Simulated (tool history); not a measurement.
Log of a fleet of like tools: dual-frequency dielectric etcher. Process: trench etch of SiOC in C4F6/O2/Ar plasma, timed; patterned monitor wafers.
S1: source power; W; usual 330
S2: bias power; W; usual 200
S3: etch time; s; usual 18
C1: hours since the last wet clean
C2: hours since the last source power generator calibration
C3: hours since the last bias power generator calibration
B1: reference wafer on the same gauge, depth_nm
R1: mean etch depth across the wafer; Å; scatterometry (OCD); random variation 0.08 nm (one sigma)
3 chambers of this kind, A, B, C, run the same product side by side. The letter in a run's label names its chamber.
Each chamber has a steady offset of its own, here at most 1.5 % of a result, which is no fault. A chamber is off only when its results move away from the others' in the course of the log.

run,hour,S1,S2,S3,C1,C2,C3,B1,R1
# hour 6: chamber C: wet clean of the chamber
1A,8.1,330,200,18,65.2,4736.8,265.4,42.891,355.65
2C,16.3,330,200,18,10.3,2640.2,3951.1,42.909,362.68
3B,23.9,330,200,18,145.9,2049.3,37.5,42.909,359.96
# hour 26.1: chamber B: source power generator calibrated
4A,34.8,330,200,18,91.9,4763.5,292.1,42.914,354.56
5C,43.9,330,200,18,37.9,2667.8,3978.7,42.909,362.56
6B,51.8,330,200,18,173.8,25.7,65.4,42.915,359.03
7A,67.4,330,200,18,124.5,4796.1,324.7,42.894,354.62
8C,77.5,330,200,18,71.5,2701.4,4012.3,42.91,363.41
9B,84.9,330,200,18,206.9,58.8,98.5,42.882,358.93
10A,96,330,200,18,153.1,4824.7,353.3,42.9,353.94
11B,111.2,330,200,18,233.2,85.1,124.8,42.897,358.68
12C,119.6,330,200,18,113.6,2743.5,4054.4,42.886,361.41
13A,134.4,330,200,18,191.5,4863.1,391.7,42.911,355.27
14B,143,330,200,18,265,116.9,156.6,42.902,358.21
15C,154.2,330,200,18,148.2,2778.1,4089,42.9,362.94
16A,169.2,330,239,14.5,226.3,4897.9,426.5,42.898,302.86
# hour 176.7: chamber A: source power generator calibrated
17B,176.7,330,239,14.5,298.7,150.6,190.3,42.883,307.58
18C,187.8,330,239,14.5,181.8,2811.7,4122.6,42.899,308.82
19A,201.8,330,200,18,258.9,25.1,459.1,42.903,355.26
20B,217.7,330,200,18,339.7,191.6,231.3,42.889,357.82
21C,228.8,330,200,18,222.8,2852.7,4163.6,42.916,362.32
22C,242,330,216,21.5,236,2865.9,4176.8,42.922,444.05
23A,255.3,330,216,21.5,312.4,78.6,512.6,42.915,434.67
24B,266.3,330,216,21.5,388.3,240.2,279.9,42.894,438.87
25A,276.2,330,200,18,333.3,99.5,533.5,42.909,355.57
26C,288,330,200,18,282,2911.9,4222.8,42.935,361.8
27B,302,330,200,18,424,275.9,315.6,42.92,358.73
28A,314.7,330,200,18,371.8,138,572,42.885,355.39

Next, every chamber runs the same settings. What will each give?
29A,326.2,330,170,18,,,,,?
29B,326.2,330,170,18,,,,,?
29C,326.2,330,170,18,,,,,?

run,R1
29A,335.87
29B,340.12
29C,345.14
